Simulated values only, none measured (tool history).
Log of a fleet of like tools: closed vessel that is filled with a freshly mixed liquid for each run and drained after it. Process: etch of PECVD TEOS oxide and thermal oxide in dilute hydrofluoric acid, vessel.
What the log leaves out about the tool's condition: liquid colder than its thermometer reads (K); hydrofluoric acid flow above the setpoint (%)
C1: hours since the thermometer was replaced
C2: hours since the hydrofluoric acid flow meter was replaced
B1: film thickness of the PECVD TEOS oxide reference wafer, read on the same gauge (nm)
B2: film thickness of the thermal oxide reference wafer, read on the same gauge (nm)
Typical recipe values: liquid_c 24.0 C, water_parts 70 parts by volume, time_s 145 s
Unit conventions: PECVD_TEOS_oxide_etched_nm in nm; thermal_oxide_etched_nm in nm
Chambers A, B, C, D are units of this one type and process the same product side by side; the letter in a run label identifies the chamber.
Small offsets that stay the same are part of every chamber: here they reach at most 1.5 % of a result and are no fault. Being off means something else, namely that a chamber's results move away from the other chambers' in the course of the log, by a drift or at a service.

run 1A hour=6.6 | liquid_c=24.0 water_parts=70 time_s=145 | C1=560.8 C2=523.5 | B1=70.006 B2=99.997 | PECVD_TEOS_oxide_etched_nm=31.368 thermal_oxide_etched_nm=10.3500
run 2C hour=12.4 | liquid_c=24.0 water_parts=70 time_s=145 | C1=681.6 C2=320.3 | B1=69.994 B2=100.020 | PECVD_TEOS_oxide_etched_nm=31.053 thermal_oxide_etched_nm=10.4360
run 3D hour=18.5 | liquid_c=24.0 water_parts=70 time_s=145 | C1=831.4 C2=1901.1 | B1=70.019 B2=100.010 | PECVD_TEOS_oxide_etched_nm=30.875 thermal_oxide_etched_nm=10.4100
run 4B hour=24.6 | liquid_c=24.0 water_parts=70 time_s=145 | C1=104.1 C2=1741.5 | B1=69.996 B2=99.979 | PECVD_TEOS_oxide_etched_nm=30.559 thermal_oxide_etched_nm=10.3810
run 5A hour=30.2 | liquid_c=24.0 water_parts=70 time_s=145 | C1=584.4 C2=547.1 | B1=69.992 B2=100.010 | PECVD_TEOS_oxide_etched_nm=31.252 thermal_oxide_etched_nm=10.3760
run 6C hour=37.3 | liquid_c=24.0 water_parts=70 time_s=145 | C1=706.5 C2=345.2 | B1=69.984 B2=100.010 | PECVD_TEOS_oxide_etched_nm=31.081 thermal_oxide_etched_nm=10.3610
run 7B hour=46.1 | liquid_c=24.0 water_parts=70 time_s=145 | C1=125.6 C2=1763.0 | B1=69.997 B2=100.010 | PECVD_TEOS_oxide_etched_nm=30.643 thermal_oxide_etched_nm=10.3730
run 8D hour=50.3 | liquid_c=21.0 water_parts=70 time_s=145 | C1=863.2 C2=1932.9 | B1=70.030 B2=100.010 | PECVD_TEOS_oxide_etched_nm=27.230 thermal_oxide_etched_nm=9.2315
run 9C hour=57.8 | liquid_c=21.0 water_parts=70 time_s=145 | C1=727.0 C2=365.7 | B1=70.004 B2=99.984 | PECVD_TEOS_oxide_etched_nm=27.338 thermal_oxide_etched_nm=9.1657
run 10D hour=66.5 | liquid_c=21.0 water_parts=70 time_s=145 | C1=879.4 C2=1949.1 | B1=70.003 B2=99.968 | PECVD_TEOS_oxide_etched_nm=27.227 thermal_oxide_etched_nm=9.2001
run 11A hour=73.1 | liquid_c=21.0 water_parts=70 time_s=145 | C1=627.3 C2=590.0 | B1=69.995 B2=100.030 | PECVD_TEOS_oxide_etched_nm=27.725 thermal_oxide_etched_nm=9.1982
run 12B hour=79.5 | liquid_c=24.0 water_parts=70 time_s=145 | C1=159.0 C2=1796.4 | B1=70.006 B2=99.974 | PECVD_TEOS_oxide_etched_nm=30.543 thermal_oxide_etched_nm=10.2950
run 13A hour=87.5 | liquid_c=24.0 water_parts=70 time_s=145 | C1=641.7 C2=604.4 | B1=70.005 B2=100.000 | PECVD_TEOS_oxide_etched_nm=31.324 thermal_oxide_etched_nm=10.3570
run 14B hour=95.7 | liquid_c=24.0 water_parts=70 time_s=145 | C1=175.2 C2=1812.6 | B1=70.021 B2=100.010 | PECVD_TEOS_oxide_etched_nm=30.585 thermal_oxide_etched_nm=10.4390
-- hour=99.0 chamber D: hydrofluoric acid flow meter replaced
run 15D hour=102.7 | liquid_c=24.0 water_parts=70 time_s=145 | C1=915.6 C2=3.7 | B1=69.991 B2=99.988 | PECVD_TEOS_oxide_etched_nm=30.879 thermal_oxide_etched_nm=10.5110
run 16C hour=108.8 | liquid_c=24.0 water_parts=70 time_s=145 | C1=778.0 C2=416.7 | B1=69.971 B2=100.030 | PECVD_TEOS_oxide_etched_nm=30.930 thermal_oxide_etched_nm=10.2760
run 17B hour=118.5 | liquid_c=27.0 water_parts=70 time_s=185 | C1=198.0 C2=1835.4 | B1=69.996 B2=100.020 | PECVD_TEOS_oxide_etched_nm=44.044 thermal_oxide_etched_nm=14.8150
run 18A hour=124.7 | liquid_c=27.0 water_parts=70 time_s=185 | C1=678.9 C2=641.6 | B1=69.988 B2=99.999 | PECVD_TEOS_oxide_etched_nm=45.019 thermal_oxide_etched_nm=14.8580
run 19C hour=129.2 | liquid_c=27.0 water_parts=70 time_s=185 | C1=798.4 C2=437.1 | B1=70.026 B2=100.000 | PECVD_TEOS_oxide_etched_nm=44.462 thermal_oxide_etched_nm=14.9330
run 20D hour=134.5 | liquid_c=27.0 water_parts=70 time_s=185 | C1=947.4 C2=35.5 | B1=69.997 B2=100.010 | PECVD_TEOS_oxide_etched_nm=44.113 thermal_oxide_etched_nm=15.0230
-- hour=143.1 chamber C: thermometer replaced
run 21A hour=143.5 | liquid_c=27.5 water_parts=85 time_s=145 | C1=697.7 C2=660.4 | B1=70.007 B2=99.999 | PECVD_TEOS_oxide_etched_nm=29.044 thermal_oxide_etched_nm=9.6089
run 22C hour=148.3 | liquid_c=27.5 water_parts=85 time_s=145 | C1=5.2 C2=456.2 | B1=69.997 B2=99.990 | PECVD_TEOS_oxide_etched_nm=29.072 thermal_oxide_etched_nm=9.7378
run 23D hour=156.5 | liquid_c=27.5 water_parts=85 time_s=145 | C1=969.4 C2=57.5 | B1=69.984 B2=99.982 | PECVD_TEOS_oxide_etched_nm=28.713 thermal_oxide_etched_nm=9.5654
run 24B hour=164.2 | liquid_c=27.5 water_parts=85 time_s=145 | C1=243.7 C2=1881.1 | B1=69.992 B2=100.010 | PECVD_TEOS_oxide_etched_nm=28.436 thermal_oxide_etched_nm=9.5268
run 25A hour=172.8 | liquid_c=24.0 water_parts=70 time_s=145 | C1=727.0 C2=689.7 | B1=70.008 B2=99.975 | PECVD_TEOS_oxide_etched_nm=31.357 thermal_oxide_etched_nm=10.4060
run 26C hour=182.4 | liquid_c=24.0 water_parts=70 time_s=145 | C1=39.3 C2=490.3 | B1=70.006 B2=99.996 | PECVD_TEOS_oxide_etched_nm=31.152 thermal_oxide_etched_nm=10.3230
-- hour=185.3 chamber B: hydrofluoric acid flow meter replaced
run 27D hour=189.0 | liquid_c=24.0 water_parts=95 time_s=120 | C1=1001.9 C2=90.0 | B1=69.983 B2=99.983 | PECVD_TEOS_oxide_etched_nm=18.141 thermal_oxide_etched_nm=6.1063
run 28B hour=196.9 | liquid_c=24.0 water_parts=95 time_s=120 | C1=276.4 C2=11.7 | B1=70.009 B2=100.000 | PECVD_TEOS_oxide_etched_nm=18.026 thermal_oxide_etched_nm=6.1623
run 29B hour=204.9 | liquid_c=24.0 water_parts=95 time_s=120 | C1=284.4 C2=19.7 | B1=69.997 B2=99.999 | PECVD_TEOS_oxide_etched_nm=18.071 thermal_oxide_etched_nm=6.0972
run 30C hour=212.8 | liquid_c=24.0 water_parts=95 time_s=120 | C1=69.7 C2=520.7 | B1=69.975 B2=100.000 | PECVD_TEOS_oxide_etched_nm=18.424 thermal_oxide_etched_nm=6.2039
run 31D hour=221.1 | liquid_c=24.0 water_parts=70 time_s=145 | C1=1034.0 C2=122.1 | B1=70.004 B2=100.020 | PECVD_TEOS_oxide_etched_nm=30.862 thermal_oxide_etched_nm=10.4290
run 32A hour=225.7 | liquid_c=24.0 water_parts=70 time_s=145 | C1=779.9 C2=742.6 | B1=70.003 B2=100.000 | PECVD_TEOS_oxide_etched_nm=31.195 thermal_oxide_etched_nm=10.3140
run 33D hour=235.0 | liquid_c=24.0 water_parts=70 time_s=145 | C1=1047.9 C2=136.0 | B1=70.034 B2=100.020 | PECVD_TEOS_oxide_etched_nm=30.975 thermal_oxide_etched_nm=10.4050
run 34B hour=239.7 | liquid_c=24.0 water_parts=70 time_s=145 | C1=319.2 C2=54.5 | B1=70.015 B2=99.961 | PECVD_TEOS_oxide_etched_nm=30.781 thermal_oxide_etched_nm=10.3690
run 35A hour=249.3 | liquid_c=24.0 water_parts=70 time_s=145 | C1=803.5 C2=766.2 | B1=69.997 B2=99.986 | PECVD_TEOS_oxide_etched_nm=31.399 thermal_oxide_etched_nm=10.3190
run 36C hour=255.4 | liquid_c=24.0 water_parts=70 time_s=145 | C1=112.3 C2=563.3 | B1=70.001 B2=99.979 | PECVD_TEOS_oxide_etched_nm=31.021 thermal_oxide_etched_nm=10.3260
run 37B hour=262.9 | liquid_c=24.0 water_parts=70 time_s=145 | C1=342.4 C2=77.7 | B1=70.006 B2=100.010 | PECVD_TEOS_oxide_etched_nm=30.863 thermal_oxide_etched_nm=10.3520

Is one chamber out of step, is the gauge drifting, or do the chambers differ by no more than their own small offsets? For an off chamber, give its letter and the likeliest cause.

Beyond each chamber's small constant offset nothing stands out, and the gauge stays steady.
